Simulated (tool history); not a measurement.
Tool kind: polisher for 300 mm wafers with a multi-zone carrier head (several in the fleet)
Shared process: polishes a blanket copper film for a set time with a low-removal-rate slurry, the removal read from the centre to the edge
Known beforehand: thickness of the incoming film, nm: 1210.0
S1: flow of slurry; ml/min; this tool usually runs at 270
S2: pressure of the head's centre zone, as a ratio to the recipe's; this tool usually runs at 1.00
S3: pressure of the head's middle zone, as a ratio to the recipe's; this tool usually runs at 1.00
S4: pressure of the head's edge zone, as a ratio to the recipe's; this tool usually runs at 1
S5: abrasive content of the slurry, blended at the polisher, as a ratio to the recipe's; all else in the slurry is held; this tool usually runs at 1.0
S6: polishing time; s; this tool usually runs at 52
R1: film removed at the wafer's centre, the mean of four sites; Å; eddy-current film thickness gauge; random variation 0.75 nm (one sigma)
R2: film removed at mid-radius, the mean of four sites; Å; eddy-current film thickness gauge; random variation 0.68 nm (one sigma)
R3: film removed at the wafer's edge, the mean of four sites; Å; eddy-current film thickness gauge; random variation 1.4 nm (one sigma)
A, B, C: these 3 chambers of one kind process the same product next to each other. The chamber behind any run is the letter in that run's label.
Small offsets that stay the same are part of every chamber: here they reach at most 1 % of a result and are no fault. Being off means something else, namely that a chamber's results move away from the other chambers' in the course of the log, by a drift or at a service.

run	hour	S1	S2	S3	S4	S5	S6	R1	R2	R3
1C	6.7	270	1.00	1.00	1	1.0	52	1014.20	1015.90	1016.10
2A	14.7	270	1.00	1.00	1	1.0	52	1001.90	992.11	1036.70
3B	25.6	270	1.00	1.00	1	1.0	52	1036.20	1026.40	1023.20
4C	39.7	270	1.00	1.00	1	1.0	52	1012.60	1013.30	1017.40
5A	50.4	270	0.95	1.00	1	1.0	52	947.53	1007.60	1001.90
# hour 54.0: chamber A: worn pad replaced by a new one
6B	60.1	270	0.95	1.00	1	1.0	52	962.65	1021.40	982.00
# hour 64.0: chamber C: worn pad replaced by a new one
7C	71.0	270	0.95	1.00	1	1.0	52	969.42	1018.90	1014.50
8B	82.8	270	1.00	1.00	1	1.0	52	1015.00	1011.00	997.72
# hour 82.9: chamber A: centre zone pressure recalibrated
9A	89.9	270	1.00	1.00	1	1.0	52	1010.50	994.93	1039.40
# hour 92.0: chamber C: slurry nozzle cleaned
10A	102.3	270	1.00	1.00	1	1.0	52	999.91	985.07	1021.90
11C	110.4	270	1.00	1.00	1	1.0	52	1010.80	1009.30	1010.30
12B	119.3	270	1.00	1.00	1	1.0	52	1002.70	998.54	993.66
# hour 122.9: chamber A: worn pad replaced by a new one
13B	129.9	270	1.00	1.00	1	1.0	52	1008.50	997.81	1004.70
14C	138.4	270	1.00	1.04	1	1.0	52	1015.80	1061.60	1014.70
# hour 143.0: chamber A: slurry nozzle cleaned
# hour 145.8: chamber C: worn pad replaced by a new one
15A	148.1	270	1.00	1.04	1	1.0	52	997.24	1036.20	1001.10
16C	159.1	270	1.00	1.04	1	1.0	52	1003.50	1052.80	1025.60
17A	165.8	270	1.00	1.00	1	1.0	52	999.60	1010.00	1037.00
18B	175.2	270	1.00	1.00	1	1.0	52	994.78	979.07	990.56
19B	185.9	270	1.00	1.00	1	1.0	52	986.32	977.07	978.30
# hour 187.4: chamber A: worn pad replaced by a new one
20A	197.4	270	1.00	1.08	1	1.2	52	1038.40	1113.80	1086.70
21C	206.5	270	1.00	1.08	1	1.2	52	1049.70	1146.40	1072.30
# hour 212.7: chamber B: centre zone pressure recalibrated
# hour 219.0: chamber C: worn pad replaced by a new one
22B	219.2	270	1.00	1.08	1	1.2	52	1016.90	1083.10	990.58
23A	230.9	270	1.00	1.00	1	1.0	42	799.09	802.24	808.82
24C	240.3	270	1.00	1.00	1	1.0	42	813.75	824.99	818.05
# hour 247.3: chamber A: worn pad replaced by a new one
25C	248.5	270	1.00	1.00	1	1.0	42	829.75	840.32	837.55
26A	254.7	270	1.00	1.00	1	1.0	52	1019.90	999.60	1029.50
27B	264.8	270	1.00	1.00	1	0.8	52	917.40	917.60	914.40
28A	274.3	270	1.00	1.00	1	0.8	52	956.42	950.17	960.85

All 3 chambers run these settings next. Forecast each chamber's results:
29A	284.4	270	1.00	1.00	1	1.0	52	?	?	?
29B	284.4	270	1.00	1.00	1	1.0	52	?	?	?
29C	284.4	270	1.00	1.00	1	1.0	52	?	?	?

run	R1	R2	R3
29A	1002.90	1010.20	1018.60
29B	955.56	957.98	976.69
29C	1014.80	1017.30	1040.90
